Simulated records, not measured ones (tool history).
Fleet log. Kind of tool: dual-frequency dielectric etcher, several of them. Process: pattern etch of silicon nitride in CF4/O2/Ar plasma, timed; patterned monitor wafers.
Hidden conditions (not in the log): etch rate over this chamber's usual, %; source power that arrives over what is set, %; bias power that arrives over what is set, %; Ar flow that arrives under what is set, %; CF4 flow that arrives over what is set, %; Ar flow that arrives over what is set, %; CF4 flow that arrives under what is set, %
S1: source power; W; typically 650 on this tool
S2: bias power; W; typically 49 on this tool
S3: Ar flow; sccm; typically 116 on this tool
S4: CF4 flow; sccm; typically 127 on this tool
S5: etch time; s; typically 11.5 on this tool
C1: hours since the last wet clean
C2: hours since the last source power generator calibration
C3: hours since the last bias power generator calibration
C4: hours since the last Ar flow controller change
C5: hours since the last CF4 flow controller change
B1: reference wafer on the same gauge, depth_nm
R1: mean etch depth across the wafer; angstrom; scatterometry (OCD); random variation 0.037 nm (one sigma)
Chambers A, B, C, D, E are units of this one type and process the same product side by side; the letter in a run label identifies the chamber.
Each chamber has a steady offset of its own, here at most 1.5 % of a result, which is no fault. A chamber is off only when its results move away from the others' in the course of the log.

run 1E hour=5.4 | S1=650 S2=49 S3=116 S4=127 S5=11.5 | C1=108.8 C2=877.5 C3=1678.5 C4=1121 C5=1903.7 | B1=22.802 | R1=278.84
run 2B hour=13.5 | S1=650 S2=49 S3=116 S4=127 S5=11.5 | C1=344.1 C2=2195.5 C3=2586.3 C4=554.1 C5=1129.1 | B1=22.794 | R1=276.11
run 3C hour=17.5 | S1=650 S2=49 S3=116 S4=127 S5=11.5 | C1=20.9 C2=952.2 C3=770.2 C4=1340.3 C5=1137.6 | B1=22.79 | R1=274.33
-- hour=19.1 chamber B: wet clean of the chamber
run 4D hour=25.7 | S1=650 S2=49 S3=116 S4=127 S5=11.5 | C1=470.1 C2=126.4 C3=391.2 C4=2185.7 C5=450 | B1=22.783 | R1=274.72
run 5A hour=31.9 | S1=650 S2=49 S3=116 S4=127 S5=11.5 | C1=184.2 C2=2078.5 C3=1597.1 C4=553.6 C5=1236.8 | B1=22.778 | R1=279.69
run 6E hour=37.7 | S1=650 S2=49 S3=116 S4=127 S5=11.5 | C1=141.1 C2=909.8 C3=1710.8 C4=1153.3 C5=1936 | B1=22.779 | R1=278.79
run 7B hour=42.6 | S1=650 S2=49 S3=116 S4=127 S5=11.5 | C1=23.6 C2=2224.6 C3=2615.4 C4=583.2 C5=1158.2 | B1=22.774 | R1=275.48
run 8A hour=47.9 | S1=650 S2=49 S3=116 S4=127 S5=11.5 | C1=200.2 C2=2094.5 C3=1613.1 C4=569.6 C5=1252.8 | B1=22.774 | R1=278.8
run 9C hour=52.4 | S1=650 S2=49 S3=116 S4=127 S5=11.5 | C1=55.8 C2=987.1 C3=805.1 C4=1375.2 C5=1172.5 | B1=22.773 | R1=273.7
run 10D hour=56.6 | S1=650 S2=49 S3=116 S4=127 S5=11.5 | C1=501 C2=157.3 C3=422.1 C4=2216.6 C5=480.9 | B1=22.764 | R1=274.08
run 11D hour=62.7 | S1=650 S2=49 S3=116 S4=127 S5=11.5 | C1=507.1 C2=163.4 C3=428.2 C4=2222.7 C5=487 | B1=22.767 | R1=274.1
run 12A hour=70.5 | S1=650 S2=49 S3=116 S4=127 S5=11.5 | C1=222.8 C2=2117.1 C3=1635.7 C4=592.2 C5=1275.4 | B1=22.752 | R1=279.23
run 13C hour=77 | S1=650 S2=49 S3=116 S4=127 S5=11.5 | C1=80.4 C2=1011.7 C3=829.7 C4=1399.8 C5=1197.1 | B1=22.763 | R1=274.03
-- hour=81.3 chamber B: source power generator calibrated
run 14E hour=84 | S1=650 S2=49 S3=116 S4=127 S5=11.5 | C1=187.4 C2=956.1 C3=1757.1 C4=1199.6 C5=1982.3 | B1=22.749 | R1=279.07
run 15B hour=90.6 | S1=650 S2=49 S3=116 S4=127 S5=11.5 | C1=71.6 C2=9.4 C3=2663.4 C4=631.2 C5=1206.2 | B1=22.734 | R1=275.29
run 16A hour=94.9 | S1=650 S2=49 S3=116 S4=127 S5=11.5 | C1=247.2 C2=2141.5 C3=1660.1 C4=616.6 C5=1299.8 | B1=22.745 | R1=278.43
run 17B hour=98.5 | S1=650 S2=49 S3=116 S4=127 S5=11.5 | C1=79.5 C2=17.3 C3=2671.3 C4=639.1 C5=1214.1 | B1=22.737 | R1=275.66
run 18D hour=102.3 | S1=650 S2=49 S3=116 S4=127 S5=11.5 | C1=546.7 C2=203 C3=467.8 C4=2262.3 C5=526.6 | B1=22.748 | R1=273.95
run 19C hour=109.8 | S1=650 S2=49 S3=116 S4=127 S5=11.5 | C1=113.2 C2=1044.5 C3=862.5 C4=1432.6 C5=1229.9 | B1=22.731 | R1=273.54
run 20E hour=115.1 | S1=650 S2=49 S3=116 S4=127 S5=11.5 | C1=218.5 C2=987.2 C3=1788.2 C4=1230.7 C5=2013.4 | B1=22.73 | R1=278.56
-- hour=117.4 chamber D: wet clean of the chamber
run 21C hour=121.1 | S1=650 S2=49 S3=116 S4=127 S5=11.5 | C1=124.5 C2=1055.8 C3=873.8 C4=1443.9 C5=1241.2 | B1=22.732 | R1=273.55
run 22E hour=126.7 | S1=650 S2=49 S3=130 S4=142 S5=11.5 | C1=230.1 C2=998.8 C3=1799.8 C4=1242.3 C5=2025 | B1=22.729 | R1=278.7
run 23A hour=134.2 | S1=650 S2=49 S3=130 S4=142 S5=11.5 | C1=286.5 C2=2180.8 C3=1699.4 C4=655.9 C5=1339.1 | B1=22.722 | R1=279.34
run 24D hour=137.9 | S1=650 S2=49 S3=130 S4=142 S5=11.5 | C1=20.6 C2=238.6 C3=503.4 C4=2297.9 C5=562.2 | B1=22.71 | R1=273.93
run 25B hour=142.6 | S1=650 S2=49 S3=130 S4=142 S5=11.5 | C1=123.6 C2=61.4 C3=2715.4 C4=683.2 C5=1258.2 | B1=22.714 | R1=275.32
run 26D hour=149.7 | S1=650 S2=49 S3=130 S4=142 S5=11.5 | C1=32.4 C2=250.4 C3=515.2 C4=2309.7 C5=574 | B1=22.715 | R1=273.8
run 27B hour=153.7 | S1=650 S2=49 S3=116 S4=127 S5=11.5 | C1=134.7 C2=72.5 C3=2726.5 C4=694.3 C5=1269.3 | B1=22.714 | R1=274.8
run 28C hour=158 | S1=650 S2=49 S3=116 S4=127 S5=11.5 | C1=161.4 C2=1092.7 C3=910.7 C4=1480.8 C5=1278.1 | B1=22.713 | R1=272.8
run 29A hour=163 | S1=650 S2=49 S3=116 S4=127 S5=11.5 | C1=315.3 C2=2209.6 C3=1728.2 C4=684.7 C5=1367.9 | B1=22.698 | R1=277.9
run 30E hour=169.4 | S1=650 S2=49 S3=104 S4=127 S5=11.5 | C1=272.8 C2=1041.5 C3=1842.5 C4=1285 C5=2067.7 | B1=22.7 | R1=281.59
run 31A hour=176.7 | S1=650 S2=49 S3=104 S4=127 S5=11.5 | C1=329 C2=2223.3 C3=1741.9 C4=698.4 C5=1381.6 | B1=22.688 | R1=281.93
run 32E hour=184.5 | S1=650 S2=49 S3=104 S4=127 S5=11.5 | C1=287.9 C2=1056.6 C3=1857.6 C4=1300.1 C5=2082.8 | B1=22.691 | R1=282.34
run 33C hour=190.2 | S1=650 S2=49 S3=104 S4=127 S5=11.5 | C1=193.6 C2=1124.9 C3=942.9 C4=1513 C5=1310.3 | B1=22.693 | R1=277
run 34D hour=196.8 | S1=650 S2=49 S3=104 S4=127 S5=11.5 | C1=79.5 C2=297.5 C3=562.3 C4=2356.8 C5=621.1 | B1=22.677 | R1=276.86
run 35B hour=204.6 | S1=650 S2=49 S3=116 S4=127 S5=11.5 | C1=185.6 C2=123.4 C3=2777.4 C4=745.2 C5=1320.2 | B1=22.68 | R1=274.77

For the next run the whole fleet of 5 chambers uses the same settings. Give each chamber's results:
run 36A hour=210.5 | S1=650 S2=49 S3=116 S4=151 S5=11.5 | R1=?
run 36B hour=210.5 | S1=650 S2=49 S3=116 S4=151 S5=11.5 | R1=?
run 36C hour=210.5 | S1=650 S2=49 S3=116 S4=151 S5=11.5 | R1=?
run 36D hour=210.5 | S1=650 S2=49 S3=116 S4=151 S5=11.5 | R1=?
run 36E hour=210.5 | S1=650 S2=49 S3=116 S4=151 S5=11.5 | R1=?

run=36A R1=283.37
run=36B R1=279.81
run=36C R1=278.99
run=36D R1=278.56
run=36E R1=283.1
